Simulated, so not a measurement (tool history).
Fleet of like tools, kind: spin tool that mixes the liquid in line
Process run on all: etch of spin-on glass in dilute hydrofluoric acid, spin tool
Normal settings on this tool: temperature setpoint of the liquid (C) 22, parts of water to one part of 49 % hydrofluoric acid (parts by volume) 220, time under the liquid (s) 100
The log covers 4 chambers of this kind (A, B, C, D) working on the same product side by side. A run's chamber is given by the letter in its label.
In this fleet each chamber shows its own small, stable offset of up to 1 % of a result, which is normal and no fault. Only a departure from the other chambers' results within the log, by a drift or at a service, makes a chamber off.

run   hour  temperature setpoint of the liquid (C)  parts of water to one part of 49 % hydrofluoric acid (parts by volume)  time under the liquid (s)  read-back film thickness of the spin-on glass reference wafer, read on the same gauge (nm)  thickness taken off the spin-on glass on a monitor wafer (nm)
 1C   14.5                                      22                                                                     220                        100                                                                                      149.99                                                         24.692
 2B     27                                      22                                                                     220                        100                                                                                         150                                                         25.405
 3A   37.9                                      22                                                                     220                        100                                                                                      150.01                                                         25.428
 4D   47.1                                      22                                                                     220                        100                                                                                      150.02                                                          25.44
 5B   62.1                                      22                                                                     220                        100                                                                                      149.99                                                         25.208
 6A   68.9                                      22                                                                     220                        100                                                                                         150                                                         24.945
 7D   75.5                                      22                                                                     220                        100                                                                                      149.99                                                          25.41
 8C   85.1                                      22                                                                     220                        100                                                                                      149.99                                                         24.652
 9D   96.5                                      22                                                                     220                        100                                                                                      149.99                                                          25.36
10C  109.6                                    17.5                                                                     220                         60                                                                                      149.99                                                         12.626
11B  119.6                                    17.5                                                                     220                         60                                                                                      150.01                                                         12.734
12A    129                                    17.5                                                                     220                         60                                                                                         150                                                         12.829
13A  136.9                                    17.5                                                                     220                         60                                                                                         150                                                         12.696
14D    152                                      22                                                                     220                        100                                                                                      150.01                                                         25.547
15C  166.5                                      22                                                                     220                        100                                                                                      150.02                                                         24.761
     171.7  -- chamber B: thermometer replaced
16B  176.9                                      22                                                                     220                        100                                                                                         150                                                         24.986
17A  183.4                                      22                                                                     220                        100                                                                                      150.01                                                         24.765
18C  196.4                                      22                                                                     220                        100                                                                                         150                                                         24.515
19B  208.3                                      22                                                                     160                         50                                                                                      150.01                                                         18.505
20D    215                                      22                                                                     160                         50                                                                                      150.02                                                          18.52
21A  223.5                                      22                                                                     160                         50                                                                                         150                                                         18.501
22B  235.8                                      22                                                                     160                         50                                                                                      150.01                                                         18.528
23D  246.6                                      22                                                                     220                        100                                                                                      149.99                                                         25.397
24C  256.8                                      22                                                                     220                        100                                                                                      149.99                                                         24.249
25D  264.5                                      22                                                                     220                        100                                                                                      150.01                                                         25.648
26C  274.3                                      22                                                                     220                        100                                                                                         150                                                         24.213
27B  281.6                                      22                                                                     220                        100                                                                                         150                                                          25.28
28A    293                                      22                                                                     220                        100                                                                                      149.97                                                         24.818
29D  302.2                                      22                                                                     220                        100                                                                                      149.98                                                         25.092
30A  308.8                                      22                                                                     220                        100                                                                                      149.98                                                         25.047
31B  323.9                                      22                                                                     220                        100                                                                                         150                                                         25.142
     334.5  -- chamber B: hydrofluoric acid flow meter replaced
32C  334.5                                      22                                                                     220                        100                                                                                         150                                                         23.412
33D  346.2                                      22                                                                     220                        100                                                                                      149.97                                                         25.781
34B  353.4                                      22                                                                     220                        100                                                                                         150                                                         25.007
35A  368.5                                      22                                                                     220                        100                                                                                      149.98                                                         24.863
36C  378.9                                    23.5                                                                     180                        100                                                                                         150                                                         30.617
37A  393.3                                    23.5                                                                     180                        100                                                                                      150.01                                                         34.172

Next, every chamber runs the same settings. What will each give?
38A  404.2                                      22                                                                     220                         60                                                                                                                                                          ?
38B  404.2                                      22                                                                     220                         60                                                                                                                                                          ?
38C  404.2                                      22                                                                     220                         60                                                                                                                                                          ?
38D  404.2                                      22                                                                     220                         60                                                                                                                                                          ?

run  thickness taken off the spin-on glass on a monitor wafer (nm)
38A                                                         14.878
38B                                                         15.126
38C                                                         13.529
38D                                                         15.314

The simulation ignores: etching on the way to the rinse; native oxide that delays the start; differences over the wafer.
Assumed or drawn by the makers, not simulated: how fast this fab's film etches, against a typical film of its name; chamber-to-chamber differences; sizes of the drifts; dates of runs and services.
